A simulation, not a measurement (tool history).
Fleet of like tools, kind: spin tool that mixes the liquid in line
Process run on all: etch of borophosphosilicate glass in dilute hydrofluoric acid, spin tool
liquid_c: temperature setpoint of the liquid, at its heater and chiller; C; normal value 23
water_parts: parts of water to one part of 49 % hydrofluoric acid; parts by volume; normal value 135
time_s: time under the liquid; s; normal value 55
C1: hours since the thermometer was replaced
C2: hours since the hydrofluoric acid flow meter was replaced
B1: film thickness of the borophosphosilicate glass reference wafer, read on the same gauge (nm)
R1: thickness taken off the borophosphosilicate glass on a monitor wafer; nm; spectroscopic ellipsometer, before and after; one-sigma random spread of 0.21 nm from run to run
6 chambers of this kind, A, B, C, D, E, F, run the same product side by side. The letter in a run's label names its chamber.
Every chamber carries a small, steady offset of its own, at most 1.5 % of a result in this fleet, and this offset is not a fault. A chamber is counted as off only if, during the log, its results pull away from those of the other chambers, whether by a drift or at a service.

{"run": "1E", "hour": 7.7, "liquid_c": 23, "water_parts": 135, "time_s": 55, "C1": 666.8, "C2": 211.7, "B1": 139.99, "R1": 23.944}
{"run": "2B", "hour": 13.7, "liquid_c": 23, "water_parts": 135, "time_s": 55, "C1": 453.4, "C2": 56.9, "B1": 140.01, "R1": 24.051}
{"hour": 18.6, "done": "chamber C: thermometer replaced"}
{"run": "3A", "hour": 22.5, "liquid_c": 23, "water_parts": 135, "time_s": 55, "C1": 1872.3, "C2": 200, "B1": 140, "R1": 24.005}
{"run": "4C", "hour": 32.8, "liquid_c": 23, "water_parts": 135, "time_s": 55, "C1": 14.2, "C2": 1061.5, "B1": 140, "R1": 24.401}
{"run": "5F", "hour": 43.8, "liquid_c": 25.5, "water_parts": 135, "time_s": 75, "C1": 2179.1, "C2": 443.2, "B1": 140, "R1": 36.074}
{"run": "6D", "hour": 53.2, "liquid_c": 25.5, "water_parts": 135, "time_s": 75, "C1": 143.8, "C2": 245.7, "B1": 139.96, "R1": 36.059}
{"run": "7D", "hour": 59.6, "liquid_c": 25.5, "water_parts": 135, "time_s": 75, "C1": 150.2, "C2": 252.1, "B1": 139.98, "R1": 35.873}
{"run": "8A", "hour": 66.2, "liquid_c": 25.5, "water_parts": 135, "time_s": 75, "C1": 1916, "C2": 243.7, "B1": 140, "R1": 36.793}
{"run": "9B", "hour": 71.9, "liquid_c": 25.5, "water_parts": 135, "time_s": 75, "C1": 511.6, "C2": 115.1, "B1": 140.04, "R1": 36.724}
{"run": "10C", "hour": 82.3, "liquid_c": 25.5, "water_parts": 135, "time_s": 75, "C1": 63.7, "C2": 1111, "B1": 139.95, "R1": 36.084}
{"run": "11F", "hour": 90.4, "liquid_c": 23, "water_parts": 135, "time_s": 55, "C1": 2225.7, "C2": 489.8, "B1": 139.93, "R1": 23.963}
{"run": "12E", "hour": 99.1, "liquid_c": 23, "water_parts": 70, "time_s": 30, "C1": 758.2, "C2": 303.1, "B1": 139.99, "R1": 27.349}
{"run": "13A", "hour": 107.5, "liquid_c": 23, "water_parts": 70, "time_s": 30, "C1": 1957.3, "C2": 285, "B1": 139.98, "R1": 27.736}
{"run": "14C", "hour": 113.9, "liquid_c": 23, "water_parts": 70, "time_s": 30, "C1": 95.3, "C2": 1142.6, "B1": 140.03, "R1": 27.139}
{"run": "15E", "hour": 120.4, "liquid_c": 23, "water_parts": 70, "time_s": 30, "C1": 779.5, "C2": 324.4, "B1": 139.99, "R1": 27.139}
{"run": "16D", "hour": 127.6, "liquid_c": 23, "water_parts": 70, "time_s": 30, "C1": 218.2, "C2": 320.1, "B1": 140.03, "R1": 26.771}
{"run": "17B", "hour": 134.8, "liquid_c": 23, "water_parts": 70, "time_s": 30, "C1": 574.5, "C2": 178, "B1": 140.01, "R1": 28.341}
{"run": "18F", "hour": 144.2, "liquid_c": 23, "water_parts": 135, "time_s": 55, "C1": 2279.5, "C2": 543.6, "B1": 140.01, "R1": 24.163}
{"run": "19B", "hour": 151.1, "liquid_c": 23, "water_parts": 135, "time_s": 55, "C1": 590.8, "C2": 194.3, "B1": 140.01, "R1": 23.854}
{"run": "20A", "hour": 161.7, "liquid_c": 23, "water_parts": 135, "time_s": 55, "C1": 2011.5, "C2": 339.2, "B1": 140, "R1": 23.987}
{"run": "21D", "hour": 172.4, "liquid_c": 23, "water_parts": 135, "time_s": 55, "C1": 263, "C2": 364.9, "B1": 139.94, "R1": 23.615}
{"run": "22C", "hour": 178.5, "liquid_c": 23, "water_parts": 135, "time_s": 75, "C1": 159.9, "C2": 1207.2, "B1": 140.01, "R1": 32.69}
{"run": "23E", "hour": 185.9, "liquid_c": 23, "water_parts": 135, "time_s": 75, "C1": 845, "C2": 389.9, "B1": 140.01, "R1": 32.715}
{"run": "24F", "hour": 192.1, "liquid_c": 23, "water_parts": 135, "time_s": 75, "C1": 2327.4, "C2": 591.5, "B1": 139.99, "R1": 32.956}
{"run": "25F", "hour": 199.6, "liquid_c": 23, "water_parts": 135, "time_s": 75, "C1": 2334.9, "C2": 599, "B1": 139.97, "R1": 33.043}
{"run": "26C", "hour": 209.6, "liquid_c": 23, "water_parts": 135, "time_s": 75, "C1": 191, "C2": 1238.3, "B1": 140, "R1": 33.02}
{"run": "27B", "hour": 217.9, "liquid_c": 23, "water_parts": 135, "time_s": 75, "C1": 657.6, "C2": 261.1, "B1": 140.05, "R1": 32.78}
{"run": "28A", "hour": 227.2, "liquid_c": 23, "water_parts": 135, "time_s": 55, "C1": 2077, "C2": 404.7, "B1": 140.01, "R1": 24.268}
{"run": "29D", "hour": 237.2, "liquid_c": 23, "water_parts": 135, "time_s": 55, "C1": 327.8, "C2": 429.7, "B1": 140, "R1": 23.024}
{"hour": 242.5, "done": "chamber E: thermometer replaced"}
{"run": "30E", "hour": 244.1, "liquid_c": 23, "water_parts": 135, "time_s": 55, "C1": 1.7, "C2": 448.1, "B1": 140.05, "R1": 23.774}
{"run": "31A", "hour": 254.2, "liquid_c": 23, "water_parts": 135, "time_s": 55, "C1": 2104, "C2": 431.7, "B1": 140.02, "R1": 24.376}
{"run": "32D", "hour": 260.1, "liquid_c": 23, "water_parts": 135, "time_s": 55, "C1": 350.7, "C2": 452.6, "B1": 140.01, "R1": 22.43}
{"run": "33C", "hour": 269.6, "liquid_c": 23, "water_parts": 135, "time_s": 55, "C1": 251, "C2": 1298.3, "B1": 140, "R1": 24.074}
{"run": "34F", "hour": 279.3, "liquid_c": 23, "water_parts": 135, "time_s": 55, "C1": 2414.6, "C2": 678.7, "B1": 140.05, "R1": 23.946}
{"run": "35E", "hour": 284.7, "liquid_c": 23, "water_parts": 135, "time_s": 55, "C1": 42.3, "C2": 488.7, "B1": 139.97, "R1": 23.724}
{"run": "36B", "hour": 293.7, "liquid_c": 23, "water_parts": 135, "time_s": 55, "C1": 733.4, "C2": 336.9, "B1": 140.01, "R1": 23.851}
{"run": "37D", "hour": 302.4, "liquid_c": 23, "water_parts": 135, "time_s": 55, "C1": 393, "C2": 494.9, "B1": 140.01, "R1": 22.378}
{"run": "38F", "hour": 309.1, "liquid_c": 23, "water_parts": 135, "time_s": 55, "C1": 2444.4, "C2": 708.5, "B1": 139.98, "R1": 23.723}
{"run": "39C", "hour": 316.1, "liquid_c": 23, "water_parts": 135, "time_s": 55, "C1": 297.5, "C2": 1344.8, "B1": 139.98, "R1": 24.398}
{"run": "40A", "hour": 326.4, "liquid_c": 23, "water_parts": 75, "time_s": 55, "C1": 2176.2, "C2": 503.9, "B1": 140.02, "R1": 46.856}
{"run": "41E", "hour": 334.0, "liquid_c": 23, "water_parts": 75, "time_s": 55, "C1": 91.6, "C2": 538, "B1": 139.92, "R1": 46.371}
{"run": "42B", "hour": 342.4, "liquid_c": 23, "water_parts": 75, "time_s": 55, "C1": 782.1, "C2": 385.6, "B1": 140.03, "R1": 47.271}
{"run": "43B", "hour": 350.4, "liquid_c": 23, "water_parts": 75, "time_s": 55, "C1": 790.1, "C2": 393.6, "B1": 139.98, "R1": 47.626}
{"run": "44E", "hour": 358.3, "liquid_c": 23, "water_parts": 75, "time_s": 55, "C1": 115.9, "C2": 562.3, "B1": 140.05, "R1": 45.621}

Next, all 6 chambers run the settings below, one line each with question marks for the results. What does each chamber give?
{"run": "45A", "hour": 366.6, "liquid_c": 23, "water_parts": 135, "time_s": 35, "R1": "?"}
{"run": "45B", "hour": 366.6, "liquid_c": 23, "water_parts": 135, "time_s": 35, "R1": "?"}
{"run": "45C", "hour": 366.6, "liquid_c": 23, "water_parts": 135, "time_s": 35, "R1": "?"}
{"run": "45D", "hour": 366.6, "liquid_c": 23, "water_parts": 135, "time_s": 35, "R1": "?"}
{"run": "45E", "hour": 366.6, "liquid_c": 23, "water_parts": 135, "time_s": 35, "R1": "?"}
{"run": "45F", "hour": 366.6, "liquid_c": 23, "water_parts": 135, "time_s": 35, "R1": "?"}

run=45A R1=15.419
run=45B R1=15.33
run=45C R1=15.201
run=45D R1=13.666
run=45E R1=14.89
run=45F R1=15.207
